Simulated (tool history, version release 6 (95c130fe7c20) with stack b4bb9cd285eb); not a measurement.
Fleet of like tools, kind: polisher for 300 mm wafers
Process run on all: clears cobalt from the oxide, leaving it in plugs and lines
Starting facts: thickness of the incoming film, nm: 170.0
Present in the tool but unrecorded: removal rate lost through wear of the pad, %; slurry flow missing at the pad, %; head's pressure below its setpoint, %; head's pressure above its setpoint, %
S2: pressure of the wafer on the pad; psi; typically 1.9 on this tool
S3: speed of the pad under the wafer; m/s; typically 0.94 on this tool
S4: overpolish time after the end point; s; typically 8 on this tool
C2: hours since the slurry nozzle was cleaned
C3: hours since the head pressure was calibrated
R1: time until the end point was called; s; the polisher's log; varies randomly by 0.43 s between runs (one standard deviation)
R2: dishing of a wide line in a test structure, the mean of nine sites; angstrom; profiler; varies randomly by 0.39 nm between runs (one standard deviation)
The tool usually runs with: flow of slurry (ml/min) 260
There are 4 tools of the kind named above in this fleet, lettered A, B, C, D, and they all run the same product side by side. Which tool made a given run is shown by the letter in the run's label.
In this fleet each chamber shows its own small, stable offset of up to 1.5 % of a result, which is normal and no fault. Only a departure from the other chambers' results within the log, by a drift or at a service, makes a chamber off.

{"hour": 0.3, "done": "chamber B: worn pad replaced by a new one"}
{"run": "1D", "hour": 4.9, "flow of slurry (ml/min)": 260, "S2": 1.9, "S3": 0.94, "S4": 8, "wafers polished on this pad": 423, "C2": 292.9, "C3": 382.3, "R1": 44.887, "R2": 240.49}
{"hour": 10.2, "done": "chamber C: worn pad replaced by a new one"}
{"run": "2A", "hour": 12.8, "flow of slurry (ml/min)": 260, "S2": 1.9, "S3": 0.94, "S4": 8, "wafers polished on this pad": 993, "C2": 414.9, "C3": 230.5, "R1": 44.298, "R2": 245.94}
{"run": "3B", "hour": 21.0, "flow of slurry (ml/min)": 260, "S2": 1.9, "S3": 0.94, "S4": 8, "wafers polished on this pad": 338, "C2": 170.2, "C3": 177.2, "R1": 45.315, "R2": 251.14}
{"hour": 24.0, "done": "chamber D: worn pad replaced by a new one"}
{"run": "4C", "hour": 25.5, "flow of slurry (ml/min)": 260, "S2": 1.9, "S3": 0.94, "S4": 8, "wafers polished on this pad": 248, "C2": 27.6, "C3": 73.0, "R1": 44.637, "R2": 251.8}
{"run": "5A", "hour": 30.9, "flow of slurry (ml/min)": 260, "S2": 1.9, "S3": 0.94, "S4": 8, "wafers polished on this pad": 1288, "C2": 433.0, "C3": 248.6, "R1": 43.91, "R2": 252.2}
{"hour": 36.4, "done": "chamber A: worn pad replaced by a new one"}
{"run": "6D", "hour": 36.9, "flow of slurry (ml/min)": 260, "S2": 1.9, "S3": 0.94, "S4": 8, "wafers polished on this pad": 210, "C2": 324.9, "C3": 414.3, "R1": 44.43, "R2": 247.43}
{"hour": 38.6, "done": "chamber B: worn pad replaced by a new one"}
{"run": "7C", "hour": 44.3, "flow of slurry (ml/min)": 260, "S2": 1.9, "S3": 0.94, "S4": 8, "wafers polished on this pad": 554, "C2": 46.4, "C3": 91.8, "R1": 44.343, "R2": 259.44}
{"run": "8B", "hour": 50.5, "flow of slurry (ml/min)": 260, "S2": 1.9, "S3": 0.94, "S4": 8, "wafers polished on this pad": 194, "C2": 199.7, "C3": 206.7, "R1": 44.534, "R2": 254.8}
{"run": "9B", "hour": 55.9, "flow of slurry (ml/min)": 260, "S2": 1.9, "S3": 0.94, "S4": 8, "wafers polished on this pad": 282, "C2": 205.1, "C3": 212.1, "R1": 44.144, "R2": 250.24}
{"run": "10C", "hour": 61.5, "flow of slurry (ml/min)": 260, "S2": 1.9, "S3": 0.94, "S4": 8, "wafers polished on this pad": 834, "C2": 63.6, "C3": 109.0, "R1": 44.36, "R2": 253.08}
{"hour": 67.5, "done": "chamber D: worn pad replaced by a new one"}
{"run": "11A", "hour": 69.4, "flow of slurry (ml/min)": 260, "S2": 1.9, "S3": 0.94, "S4": 8, "wafers polished on this pad": 536, "C2": 471.5, "C3": 287.1, "R1": 45.946, "R2": 244.46}
{"hour": 75.3, "done": "chamber B: worn pad replaced by a new one"}
{"run": "12D", "hour": 75.9, "flow of slurry (ml/min)": 180, "S2": 1.9, "S3": 0.94, "S4": 11, "wafers polished on this pad": 137, "C2": 363.9, "C3": 453.3, "R1": 46.16, "R2": 308.52}
{"run": "13D", "hour": 80.4, "flow of slurry (ml/min)": 180, "S2": 1.9, "S3": 0.94, "S4": 11, "wafers polished on this pad": 210, "C2": 368.4, "C3": 457.8, "R1": 47.218, "R2": 303.42}
{"run": "14C", "hour": 87.3, "flow of slurry (ml/min)": 180, "S2": 1.9, "S3": 0.94, "S4": 11, "wafers polished on this pad": 1253, "C2": 89.4, "C3": 134.8, "R1": 46.637, "R2": 313.27}
{"hour": 93.4, "done": "chamber C: worn pad replaced by a new one"}
{"run": "15A", "hour": 94.8, "flow of slurry (ml/min)": 180, "S2": 1.9, "S3": 0.94, "S4": 11, "wafers polished on this pad": 949, "C2": 496.9, "C3": 312.5, "R1": 48.09, "R2": 303.97}
{"run": "16B", "hour": 100.1, "flow of slurry (ml/min)": 260, "S2": 2.5, "S3": 0.94, "S4": 8, "wafers polished on this pad": 404, "C2": 249.3, "C3": 256.3, "R1": 34.215, "R2": 314.7}
{"run": "17A", "hour": 105.4, "flow of slurry (ml/min)": 260, "S2": 2.5, "S3": 0.94, "S4": 8, "wafers polished on this pad": 1121, "C2": 507.5, "C3": 323.1, "R1": 34.943, "R2": 302.67}
{"hour": 109.8, "done": "chamber D: worn pad replaced by a new one"}
{"hour": 112.9, "done": "chamber B: worn pad replaced by a new one"}
{"run": "18D", "hour": 113.9, "flow of slurry (ml/min)": 260, "S2": 2.5, "S3": 0.94, "S4": 8, "wafers polished on this pad": 67, "C2": 401.9, "C3": 491.3, "R1": 34.204, "R2": 303.99}
{"hour": 119.3, "done": "chamber A: worn pad replaced by a new one"}
{"run": "19C", "hour": 121.6, "flow of slurry (ml/min)": 260, "S2": 2.5, "S3": 0.94, "S4": 8, "wafers polished on this pad": 458, "C2": 123.7, "C3": 169.1, "R1": 33.685, "R2": 308.92}
{"run": "20B", "hour": 129.1, "flow of slurry (ml/min)": 260, "S2": 1.9, "S3": 0.94, "S4": 8, "wafers polished on this pad": 264, "C2": 278.3, "C3": 285.3, "R1": 45.365, "R2": 250.22}
{"run": "21A", "hour": 138.4, "flow of slurry (ml/min)": 260, "S2": 1.9, "S3": 0.94, "S4": 8, "wafers polished on this pad": 312, "C2": 540.5, "C3": 356.1, "R1": 47.147, "R2": 244.55}
{"run": "22D", "hour": 146.9, "flow of slurry (ml/min)": 260, "S2": 1.9, "S3": 0.94, "S4": 8, "wafers polished on this pad": 604, "C2": 434.9, "C3": 524.3, "R1": 44.784, "R2": 250.9}
{"hour": 150.8, "done": "chamber B: worn pad replaced by a new one"}
{"run": "23C", "hour": 155.5, "flow of slurry (ml/min)": 260, "S2": 1.9, "S3": 0.94, "S4": 8, "wafers polished on this pad": 1009, "C2": 157.6, "C3": 203.0, "R1": 44.667, "R2": 251.09}
{"run": "24B", "hour": 161.7, "flow of slurry (ml/min)": 260, "S2": 1.9, "S3": 0.94, "S4": 8, "wafers polished on this pad": 177, "C2": 310.9, "C3": 317.9, "R1": 44.566, "R2": 247.58}

Is one chamber out of step, is the gauge drifting, or do the chambers differ by no more than their own small offsets? For an off chamber, give its letter and the likeliest cause.

Chamber A drifts away from the others.
Likeliest cause: head's pressure below its setpoint, % = 8.36.

Chamber A could run next with any of the 4 candidate recipes listed below; each alters the usual settings, and their results appear as question marks. Which one brings its results back in line with what the other chambers deliver on the usual settings?
A result is in line if it is within this distance of the other chambers' mean on the usual settings: R1 1.500 s; R2 14.00 angstrom
{"run": "25A-1", "hour": 169.2, "flow of slurry (ml/min)": 260, "S2": 1.9, "S3": 0.96, "S4": 8, "R1": "?", "R2": "?"}
{"run": "25A-2", "hour": 169.2, "flow of slurry (ml/min)": 260, "S2": 2.0, "S3": 0.98, "S4": 8, "R1": "?", "R2": "?"}
{"run": "25A-3", "hour": 169.2, "flow of slurry (ml/min)": 260, "S2": 1.8, "S3": 0.92, "S4": 8, "R1": "?", "R2": "?"}
{"run": "25A-4", "hour": 169.2, "flow of slurry (ml/min)": 260, "S2": 1.9, "S3": 0.92, "S4": 8, "R1": "?", "R2": "?"}

Mean of the other chambers on the usual settings: R1 44.663 s; R2 250.09 angstrom
run=25A-1 R1=47.939 R2=239.85
run=25A-2 R1=44.643 R2=254.27
run=25A-3 R1=52.754 R2=221.46
run=25A-4 R1=50.008 R2=231.59
25A-2 puts the chamber back in line with the other chambers.
